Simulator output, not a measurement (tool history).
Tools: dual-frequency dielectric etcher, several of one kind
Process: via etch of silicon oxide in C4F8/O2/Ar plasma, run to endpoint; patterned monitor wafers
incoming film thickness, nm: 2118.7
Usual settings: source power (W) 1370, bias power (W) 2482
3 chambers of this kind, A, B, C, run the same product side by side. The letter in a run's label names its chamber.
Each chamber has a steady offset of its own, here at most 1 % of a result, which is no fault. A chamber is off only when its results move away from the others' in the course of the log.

| run | hour | source power (W) | bias power (W) | endpoint time (s) |
|---|---|---|---|---|
| 1B | 9.8 | 1370 | 2482 | 456.67 |
| 2A | 17.9 | 1370 | 2482 | 453.34 |
| 3C | 26.8 | 1370 | 2482 | 459.41 |
| 4B | 37.2 | 1370 | 2482 | 459.27 |
| 5A | 42.8 | 1210 | 2983 | 449.60 |
| 6C | 50.9 | 1210 | 2983 | 452.28 |
| 7C | 58.2 | 1210 | 2983 | 450.94 |
| 8B | 68.1 | 1370 | 2482 | 455.05 |
| 9A | 74.1 | 1370 | 2482 | 460.66 |
| 10C | 83.9 | 1370 | 2482 | 453.27 |
| 11B | 90.3 | 1370 | 2676 | 444.81 |
| 12A | 98.7 | 1370 | 2676 | 442.68 |
| 13C | 107.1 | 1370 | 2676 | 445.06 |
| 14B | 112.6 | 1370 | 2482 | 450.24 |
|  | 120.7 | chamber C: source power generator calibrated |
| 15A | 122.2 | 1370 | 2482 | 454.56 |
| 16B | 128.7 | 1370 | 2482 | 448.98 |
| 17A | 137.1 | 1650 | 2773 | 410.78 |
| 18C | 142.5 | 1650 | 2773 | 410.22 |
| 19B | 148.6 | 1650 | 2773 | 408.05 |
| 20A | 158.4 | 1370 | 2482 | 451.65 |
|  | 164.4 | chamber C: wet clean of the chamber |
| 21C | 164.8 | 1370 | 2482 | 458.69 |
| 22C | 170.8 | 1370 | 2482 | 460.00 |
| 23B | 180.7 | 1370 | 2482 | 453.27 |
| 24A | 185.4 | 1370 | 2482 | 453.94 |
| 25C | 193.2 | 1370 | 2482 | 458.58 |
| 26B | 199.5 | 1370 | 2482 | 455.02 |
| 27A | 207.8 | 1370 | 2482 | 456.69 |
| 28B | 214.3 | 1370 | 2482 | 451.87 |
| 29A | 223.3 | 1490 | 2252 | 451.45 |
| 30C | 230.6 | 1490 | 2252 | 454.69 |
| 31A | 240.8 | 1490 | 2252 | 455.81 |
| 32C | 247.1 | 1370 | 2482 | 459.45 |
| 33B | 253.4 | 1370 | 2482 | 455.10 |
| 34B | 261.3 | 1370 | 2482 | 457.34 |
|  | 266.4 | chamber A: wet clean of the chamber |
| 35C | 269.7 | 1370 | 2482 | 454.88 |
| 36A | 277.8 | 1370 | 2482 | 460.85 |
| 37C | 286.3 | 1370 | 2482 | 456.05 |
| 38A | 291.5 | 1250 | 2874 | 454.07 |
| 39B | 299.4 | 1250 | 2874 | 450.45 |
| 40B | 304.3 | 1250 | 2874 | 453.09 |
| 41A | 314.3 | 1370 | 2482 | 457.34 |
| 42C | 322.1 | 1370 | 2482 | 457.12 |
| 43B | 330.9 | 1370 | 2482 | 457.51 |
| 44A | 335.7 | 1370 | 2482 | 460.24 |

Is one chamber off against the others, does the gauge drift, or is nothing wrong? If a chamber is off, say which, and what the likeliest cause is.

No chamber stands off beyond its own small offset, and the gauge holds steady.

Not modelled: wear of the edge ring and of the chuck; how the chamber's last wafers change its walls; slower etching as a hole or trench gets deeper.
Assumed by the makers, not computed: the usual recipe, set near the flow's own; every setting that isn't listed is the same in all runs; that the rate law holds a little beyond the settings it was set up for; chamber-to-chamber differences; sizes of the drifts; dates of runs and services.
